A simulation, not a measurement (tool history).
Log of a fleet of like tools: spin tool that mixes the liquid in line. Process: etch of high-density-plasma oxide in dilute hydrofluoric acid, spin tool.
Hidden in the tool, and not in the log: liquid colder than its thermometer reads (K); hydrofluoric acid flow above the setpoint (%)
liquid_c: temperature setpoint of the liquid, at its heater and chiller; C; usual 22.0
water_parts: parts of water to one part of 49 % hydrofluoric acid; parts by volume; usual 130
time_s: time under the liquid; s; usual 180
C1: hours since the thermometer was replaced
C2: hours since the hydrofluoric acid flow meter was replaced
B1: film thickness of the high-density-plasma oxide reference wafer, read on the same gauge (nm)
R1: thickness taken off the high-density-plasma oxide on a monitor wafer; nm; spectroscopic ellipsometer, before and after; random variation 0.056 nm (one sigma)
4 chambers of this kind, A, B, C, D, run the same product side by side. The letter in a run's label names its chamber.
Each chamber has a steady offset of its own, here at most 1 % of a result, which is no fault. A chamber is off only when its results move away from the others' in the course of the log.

{"run": "1A", "hour": 15.6, "liquid_c": 22.0, "water_parts": 130, "time_s": 180, "C1": 533.6, "C2": 145.4, "B1": 130.05, "R1": 8.5482}
{"run": "2D", "hour": 29.6, "liquid_c": 22.0, "water_parts": 130, "time_s": 180, "C1": 1312.8, "C2": 841.9, "B1": 130.0, "R1": 8.6147}
{"run": "3C", "hour": 42.0, "liquid_c": 22.0, "water_parts": 130, "time_s": 180, "C1": 798.5, "C2": 63.3, "B1": 130.04, "R1": 8.5617}
{"run": "4B", "hour": 56.7, "liquid_c": 22.0, "water_parts": 130, "time_s": 180, "C1": 2631.9, "C2": 322.4, "B1": 130.01, "R1": 8.5396}
{"run": "5D", "hour": 68.6, "liquid_c": 22.0, "water_parts": 130, "time_s": 180, "C1": 1351.8, "C2": 880.9, "B1": 130.03, "R1": 8.5826}
{"hour": 78.1, "done": "chamber D: thermometer replaced"}
{"run": "6B", "hour": 84.4, "liquid_c": 22.0, "water_parts": 130, "time_s": 180, "C1": 2659.6, "C2": 350.1, "B1": 130.01, "R1": 8.6453}
{"run": "7C", "hour": 94.5, "liquid_c": 22.0, "water_parts": 130, "time_s": 180, "C1": 851.0, "C2": 115.8, "B1": 129.93, "R1": 8.481}
{"run": "8A", "hour": 107.7, "liquid_c": 22.0, "water_parts": 130, "time_s": 180, "C1": 625.7, "C2": 237.5, "B1": 129.98, "R1": 8.6999}
{"run": "9D", "hour": 114.5, "liquid_c": 23.5, "water_parts": 180, "time_s": 180, "C1": 36.4, "C2": 926.8, "B1": 130.02, "R1": 6.1873}
{"run": "10C", "hour": 124.3, "liquid_c": 23.5, "water_parts": 180, "time_s": 180, "C1": 880.8, "C2": 145.6, "B1": 130.0, "R1": 6.226}
{"run": "11A", "hour": 137.9, "liquid_c": 23.5, "water_parts": 180, "time_s": 180, "C1": 655.9, "C2": 267.7, "B1": 129.98, "R1": 6.2815}
{"run": "12B", "hour": 152.5, "liquid_c": 23.5, "water_parts": 180, "time_s": 180, "C1": 2727.7, "C2": 418.2, "B1": 129.98, "R1": 6.2643}
{"run": "13D", "hour": 165.9, "liquid_c": 22.0, "water_parts": 130, "time_s": 180, "C1": 87.8, "C2": 978.2, "B1": 130.01, "R1": 8.7206}
{"run": "14C", "hour": 180.4, "liquid_c": 22.0, "water_parts": 130, "time_s": 180, "C1": 936.9, "C2": 201.7, "B1": 130.01, "R1": 8.5091}
{"run": "15A", "hour": 190.8, "liquid_c": 22.0, "water_parts": 130, "time_s": 180, "C1": 708.8, "C2": 320.6, "B1": 130.02, "R1": 8.511}
{"run": "16B", "hour": 205.2, "liquid_c": 22.0, "water_parts": 130, "time_s": 180, "C1": 2780.4, "C2": 470.9, "B1": 130.02, "R1": 8.4388}
{"run": "17D", "hour": 216.8, "liquid_c": 22.0, "water_parts": 130, "time_s": 180, "C1": 138.7, "C2": 1029.1, "B1": 130.01, "R1": 8.8788}
{"run": "18B", "hour": 224.3, "liquid_c": 22.0, "water_parts": 130, "time_s": 180, "C1": 2799.5, "C2": 490.0, "B1": 129.95, "R1": 8.6312}
{"run": "19A", "hour": 234.7, "liquid_c": 22.0, "water_parts": 130, "time_s": 180, "C1": 752.7, "C2": 364.5, "B1": 130.02, "R1": 8.5428}
{"run": "20C", "hour": 242.5, "liquid_c": 22.0, "water_parts": 130, "time_s": 180, "C1": 999.0, "C2": 263.8, "B1": 129.96, "R1": 8.5105}
{"run": "21C", "hour": 252.3, "liquid_c": 22.0, "water_parts": 130, "time_s": 180, "C1": 1008.8, "C2": 273.6, "B1": 129.99, "R1": 8.5049}
{"run": "22A", "hour": 267.1, "liquid_c": 20.5, "water_parts": 130, "time_s": 180, "C1": 785.1, "C2": 396.9, "B1": 129.95, "R1": 8.0324}
{"run": "23D", "hour": 275.0, "liquid_c": 20.5, "water_parts": 130, "time_s": 180, "C1": 196.9, "C2": 1087.3, "B1": 129.99, "R1": 8.3598}
{"run": "24B", "hour": 283.6, "liquid_c": 20.5, "water_parts": 130, "time_s": 180, "C1": 2858.8, "C2": 549.3, "B1": 130.0, "R1": 8.0543}
{"run": "25A", "hour": 290.8, "liquid_c": 20.5, "water_parts": 130, "time_s": 180, "C1": 808.8, "C2": 420.6, "B1": 129.97, "R1": 8.0298}
{"run": "26C", "hour": 300.9, "liquid_c": 22.0, "water_parts": 130, "time_s": 180, "C1": 1057.4, "C2": 322.2, "B1": 129.99, "R1": 8.5746}
{"run": "27B", "hour": 313.6, "liquid_c": 22.0, "water_parts": 130, "time_s": 180, "C1": 2888.8, "C2": 579.3, "B1": 130.01, "R1": 8.5506}
{"hour": 320.3, "done": "chamber B: thermometer replaced"}
{"run": "28D", "hour": 322.6, "liquid_c": 22.0, "water_parts": 130, "time_s": 180, "C1": 244.5, "C2": 1134.9, "B1": 129.98, "R1": 8.9313}
{"run": "29A", "hour": 337.2, "liquid_c": 22.0, "water_parts": 130, "time_s": 180, "C1": 855.2, "C2": 467.0, "B1": 130.0, "R1": 8.5762}
{"run": "30C", "hour": 351.7, "liquid_c": 22.0, "water_parts": 130, "time_s": 180, "C1": 1108.2, "C2": 373.0, "B1": 130.01, "R1": 8.653}
{"run": "31D", "hour": 365.8, "liquid_c": 22.0, "water_parts": 130, "time_s": 180, "C1": 287.7, "C2": 1178.1, "B1": 129.99, "R1": 9.0155}
{"run": "32B", "hour": 373.1, "liquid_c": 22.0, "water_parts": 130, "time_s": 180, "C1": 52.8, "C2": 638.8, "B1": 130.0, "R1": 8.4726}
{"run": "33B", "hour": 380.0, "liquid_c": 22.0, "water_parts": 80, "time_s": 100, "C1": 59.7, "C2": 645.7, "B1": 129.96, "R1": 8.1608}
{"hour": 383.0, "done": "chamber C: thermometer replaced"}
{"run": "34A", "hour": 395.8, "liquid_c": 22.0, "water_parts": 80, "time_s": 100, "C1": 913.8, "C2": 525.6, "B1": 129.98, "R1": 8.0634}
{"run": "35C", "hour": 411.6, "liquid_c": 22.0, "water_parts": 80, "time_s": 100, "C1": 28.6, "C2": 432.9, "B1": 130.02, "R1": 8.135}
{"run": "36D", "hour": 419.6, "liquid_c": 22.0, "water_parts": 80, "time_s": 100, "C1": 341.5, "C2": 1231.9, "B1": 130.02, "R1": 8.7339}
{"run": "37C", "hour": 428.7, "liquid_c": 22.0, "water_parts": 130, "time_s": 180, "C1": 45.7, "C2": 450.0, "B1": 129.99, "R1": 8.5339}
{"run": "38B", "hour": 440.9, "liquid_c": 22.0, "water_parts": 130, "time_s": 180, "C1": 120.6, "C2": 706.6, "B1": 129.99, "R1": 8.5461}
{"run": "39D", "hour": 451.7, "liquid_c": 22.0, "water_parts": 130, "time_s": 180, "C1": 373.6, "C2": 1264.0, "B1": 129.97, "R1": 9.1461}
{"run": "40A", "hour": 462.4, "liquid_c": 22.0, "water_parts": 130, "time_s": 180, "C1": 980.4, "C2": 592.2, "B1": 129.99, "R1": 8.5257}

Is one chamber off against the others, does the gauge drift, or is nothing wrong? If a chamber is off, say which, and what the likeliest cause is.

Chamber D drifts away from the others.
Cause: hydrofluoric acid flow above the setpoint (%) = 6.58.
The log may not tell that from: liquid hotter than its thermometer reads (K).

Here are 4 candidates for chamber D's next run, each the usual settings with a change, their results left as question marks. Which one brings its results back in line with what the others give on the usual settings?
In line means no further than this from the other chambers' mean on the usual settings: R1 0.2000 nm
{"run": "41D-1", "hour": 473.7, "liquid_c": 22.0, "water_parts": 125, "time_s": 195, "R1": "?"}
{"run": "41D-2", "hour": 473.7, "liquid_c": 22.0, "water_parts": 135, "time_s": 175, "R1": "?"}
{"run": "41D-3", "hour": 473.7, "liquid_c": 22.0, "water_parts": 135, "time_s": 165, "R1": "?"}
{"run": "41D-4", "hour": 473.7, "liquid_c": 22.0, "water_parts": 125, "time_s": 185, "R1": "?"}

The other chambers' mean on the usual settings: R1 8.5768 nm
run=41D-1 R1=10.4170
run=41D-2 R1=8.5532
run=41D-3 R1=8.0645
run=41D-4 R1=9.8823
41D-2 brings the chamber back in line.
